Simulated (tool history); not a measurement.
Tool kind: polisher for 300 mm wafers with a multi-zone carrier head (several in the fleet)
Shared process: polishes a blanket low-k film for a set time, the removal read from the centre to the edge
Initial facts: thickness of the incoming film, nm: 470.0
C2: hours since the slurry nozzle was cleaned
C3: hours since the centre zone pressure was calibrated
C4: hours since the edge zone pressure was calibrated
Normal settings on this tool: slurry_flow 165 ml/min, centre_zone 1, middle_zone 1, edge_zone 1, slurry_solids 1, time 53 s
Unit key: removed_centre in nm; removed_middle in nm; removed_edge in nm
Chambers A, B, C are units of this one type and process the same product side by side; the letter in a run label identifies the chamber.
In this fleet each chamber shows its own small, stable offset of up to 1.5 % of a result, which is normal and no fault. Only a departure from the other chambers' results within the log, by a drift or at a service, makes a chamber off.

Run 1B, hour 6.6: usual settings; wafers polished on this pad 1181; C2 124.9; C3 49.9; C4 648.8. Result: removed_centre 21.117 nm, removed_middle 21.127 nm, removed_edge 21.368 nm.
At hour 7.2: chamber C: worn pad replaced by a new one.
Run 2C, hour 13.2: usual settings; wafers polished on this pad 47; C2 203.4; C3 312.1; C4 314.7. Result: removed_centre 21.148 nm, removed_middle 20.245 nm, removed_edge 21.032 nm.
Run 3A, hour 16.2: usual settings; wafers polished on this pad 608; C2 279.5; C3 332.6; C4 89.7. Result: removed_centre 21.084 nm, removed_middle 21.112 nm, removed_edge 21.466 nm.
Run 4B, hour 20.4: usual settings; wafers polished on this pad 1291; C2 138.7; C3 63.7; C4 662.6. Result: removed_centre 21.225 nm, removed_middle 20.643 nm, removed_edge 21.295 nm.
At hour 24.2: chamber B: worn pad replaced by a new one.
Run 5C, hour 27.4: usual settings; wafers polished on this pad 160; C2 217.6; C3 326.3; C4 328.9. Result: removed_centre 20.931 nm, removed_middle 20.242 nm, removed_edge 21.3 nm.
Run 6A, hour 30.6: usual settings; wafers polished on this pad 722; C2 293.9; C3 347; C4 104.1. Result: removed_centre 21.029 nm, removed_middle 21.832 nm, removed_edge 21.239 nm.
At hour 31.7: chamber A: slurry nozzle cleaned.
Run 7B, hour 37: usual settings; wafers polished on this pad 101; C2 155.3; C3 80.3; C4 679.2. Result: removed_centre 21.351 nm, removed_middle 21.051 nm, removed_edge 21.13 nm.
Run 8A, hour 40.2: usual settings; wafers polished on this pad 798; C2 8.5; C3 356.6; C4 113.7. Result: removed_centre 21.061 nm, removed_middle 21.316 nm, removed_edge 21.44 nm.
At hour 40.8: chamber A: worn pad replaced by a new one.
Run 9C, hour 45: usual settings; wafers polished on this pad 299; C2 235.2; C3 343.9; C4 346.5. Result: removed_centre 21.139 nm, removed_middle 21.119 nm, removed_edge 20.855 nm.
Run 10C, hour 50.4: usual settings; wafers polished on this pad 342; C2 240.6; C3 349.3; C4 351.9. Result: removed_centre 21.161 nm, removed_middle 21.323 nm, removed_edge 21.255 nm.
Run 11B, hour 56.9: usual settings; wafers polished on this pad 259; C2 175.2; C3 100.2; C4 699.1. Result: removed_centre 21.094 nm, removed_middle 21.095 nm, removed_edge 21.154 nm.
Run 12A, hour 63.7: usual settings; wafers polished on this pad 181; C2 32; C3 380.1; C4 137.2. Result: removed_centre 20.858 nm, removed_middle 21.498 nm, removed_edge 21.241 nm.
Run 13A, hour 67.9: usual settings; wafers polished on this pad 215; C2 36.2; C3 384.3; C4 141.4. Result: removed_centre 21.03 nm, removed_middle 21.389 nm, removed_edge 21.349 nm.
Run 14B, hour 72.3: usual settings; wafers polished on this pad 381; C2 190.6; C3 115.6; C4 714.5. Result: removed_centre 21.224 nm, removed_middle 21.047 nm, removed_edge 21.36 nm.
Run 15C, hour 76.6: usual settings; wafers polished on this pad 549; C2 266.8; C3 375.5; C4 378.1. Result: removed_centre 20.675 nm, removed_middle 20.599 nm, removed_edge 21.036 nm.
Run 16B, hour 81.5: usual settings but slurry_flow 220 ml/min; wafers polished on this pad 454; C2 199.8; C3 124.8; C4 723.7. Result: removed_centre 22.34 nm, removed_middle 22.352 nm, removed_edge 21.769 nm.
Run 17A, hour 86.4: usual settings but slurry_flow 220 ml/min; wafers polished on this pad 361; C2 54.7; C3 402.8; C4 159.9. Result: removed_centre 21.686 nm, removed_middle 21.876 nm, removed_edge 21.882 nm.
Run 18C, hour 93: usual settings but slurry_flow 220 ml/min; wafers polished on this pad 679; C2 283.2; C3 391.9; C4 394.5. Result: removed_centre 22.109 nm, removed_middle 21.907 nm, removed_edge 21.784 nm.
Run 19C, hour 99: usual settings; wafers polished on this pad 727; C2 289.2; C3 397.9; C4 400.5. Result: removed_centre 20.804 nm, removed_middle 20.304 nm, removed_edge 20.908 nm.
Run 20A, hour 104.9: usual settings; wafers polished on this pad 508; C2 73.2; C3 421.3; C4 178.4. Result: removed_centre 20.55 nm, removed_middle 21.082 nm, removed_edge 21.072 nm.
At hour 105.9: chamber C: worn pad replaced by a new one.
Run 21B, hour 110.9: usual settings; wafers polished on this pad 686; C2 229.2; C3 154.2; C4 753.1. Result: removed_centre 21.122 nm, removed_middle 20.917 nm, removed_edge 21.363 nm.
Run 22B, hour 115.1: usual settings; wafers polished on this pad 720; C2 233.4; C3 158.4; C4 757.3. Result: removed_centre 21.167 nm, removed_middle 21.396 nm, removed_edge 21.272 nm.
Run 23C, hour 118.6: usual settings; wafers polished on this pad 100; C2 308.8; C3 417.5; C4 420.1. Result: removed_centre 20.923 nm, removed_middle 20.719 nm, removed_edge 20.975 nm.
Run 24A, hour 121.8: usual settings; wafers polished on this pad 642; C2 90.1; C3 438.2; C4 195.3. Result: removed_centre 20.25 nm, removed_middle 21.397 nm, removed_edge 21.269 nm.
At hour 124.3: chamber A: worn pad replaced by a new one.
Run 25A, hour 125.3: usual settings; wafers polished on this pad 8; C2 93.6; C3 441.7; C4 198.8. Result: removed_centre 19.792 nm, removed_middle 21.148 nm, removed_edge 21.348 nm.
Run 26B, hour 130.1: usual settings but middle_zone 0.94, slurry_solids 1.2; wafers polished on this pad 839; C2 248.4; C3 173.4; C4 772.3. Result: removed_centre 23.091 nm, removed_middle 21.727 nm, removed_edge 22.799 nm.
Run 27C, hour 133.8: usual settings but middle_zone 0.94, slurry_solids 1.2; wafers polished on this pad 221; C2 324; C3 432.7; C4 435.3. Result: removed_centre 22.547 nm, removed_middle 21.376 nm, removed_edge 22.815 nm.
Run 28C, hour 140.5: usual settings but middle_zone 0.94, slurry_solids 1.2; wafers polished on this pad 274; C2 330.7; C3 439.4; C4 442. Result: removed_centre 23.463 nm, removed_middle 21.12 nm, removed_edge 22.88 nm.
Run 29A, hour 143.9: usual settings; wafers polished on this pad 155; C2 112.2; C3 460.3; C4 217.4. Result: removed_centre 20.03 nm, removed_middle 21.567 nm, removed_edge 21.396 nm.
Run 30B, hour 147.8: usual settings; wafers polished on this pad 979; C2 266.1; C3 191.1; C4 790. Result: removed_centre 20.53 nm, removed_middle 21.022 nm, removed_edge 21.302 nm.
Run 31A, hour 152.5: usual settings; wafers polished on this pad 223; C2 120.8; C3 468.9; C4 226. Result: removed_centre 19.815 nm, removed_middle 21.218 nm, removed_edge 21.321 nm.
Run 32B, hour 159.4: usual settings; wafers polished on this pad 1071; C2 277.7; C3 202.7; C4 801.6. Result: removed_centre 21.287 nm, removed_middle 20.901 nm, removed_edge 21.234 nm.
Run 33C, hour 164.4: usual settings; wafers polished on this pad 463; C2 354.6; C3 463.3; C4 465.9. Result: removed_centre 21.058 nm, removed_middle 21.003 nm, removed_edge 20.901 nm.
Run 34A, hour 168.6: usual settings but time 63 s; wafers polished on this pad 351; C2 136.9; C3 485; C4 242.1. Result: removed_centre 23.385 nm, removed_middle 25.367 nm, removed_edge 25.268 nm.
Run 35B, hour 172.3: usual settings but time 63 s; wafers polished on this pad 1173; C2 290.6; C3 215.6; C4 814.5. Result: removed_centre 24.458 nm, removed_middle 24.931 nm, removed_edge 25.183 nm.
Run 36C, hour 176.1: usual settings but time 63 s; wafers polished on this pad 556; C2 366.3; C3 475; C4 477.6. Result: removed_centre 24.903 nm, removed_middle 25.341 nm, removed_edge 24.854 nm.
Run 37A, hour 182.5: usual settings; wafers polished on this pad 461; C2 150.8; C3 498.9; C4 256. Result: removed_centre 19.582 nm, removed_middle 21.22 nm, removed_edge 21.106 nm.
Run 38B, hour 187.2: usual settings but centre_zone 1.05; wafers polished on this pad 1291; C2 305.5; C3 230.5; C4 829.4. Result: removed_centre 21.84 nm, removed_middle 21.13 nm, removed_edge 21.095 nm.
At hour 187.7: chamber B: worn pad replaced by a new one.
Run 39C, hour 192.4: usual settings but centre_zone 1.05; wafers polished on this pad 685; C2 382.6; C3 491.3; C4 493.9. Result: removed_centre 22.534 nm, removed_middle 20.918 nm, removed_edge 21.114 nm.
At hour 193.6: chamber B: edge zone pressure recalibrated.
Run 40B, hour 197.8: usual settings but centre_zone 1.05; wafers polished on this pad 80; C2 316.1; C3 241.1; C4 4.3. Result: removed_centre 22.14 nm, removed_middle 21.15 nm, removed_edge 21.394 nm.
Run 41C, hour 204.8: usual settings; wafers polished on this pad 783; C2 395; C3 503.7; C4 506.3. Result: removed_centre 20.894 nm, removed_middle 21.067 nm, removed_edge 20.969 nm.
Run 42A, hour 208.1: usual settings; wafers polished on this pad 663; C2 176.4; C3 524.5; C4 281.6. Result: removed_centre 18.996 nm, removed_middle 21.485 nm, removed_edge 21.445 nm.

All 3 chambers run these settings next. Forecast each chamber's results:
Run 43A, hour 213.2: usual settings but slurry_flow 115 ml/min. Result: removed_centre ?, removed_middle ?, removed_edge ?.
Run 43B, hour 213.2: usual settings but slurry_flow 115 ml/min. Result: removed_centre ?, removed_middle ?, removed_edge ?.
Run 43C, hour 213.2: usual settings but slurry_flow 115 ml/min. Result: removed_centre ?, removed_middle ?, removed_edge ?.

run  removed_centre  removed_middle  removed_edge
43A          17.537          19.627        20.217
43B          19.278          19.655        19.941
43C          19.468           19.48        19.758

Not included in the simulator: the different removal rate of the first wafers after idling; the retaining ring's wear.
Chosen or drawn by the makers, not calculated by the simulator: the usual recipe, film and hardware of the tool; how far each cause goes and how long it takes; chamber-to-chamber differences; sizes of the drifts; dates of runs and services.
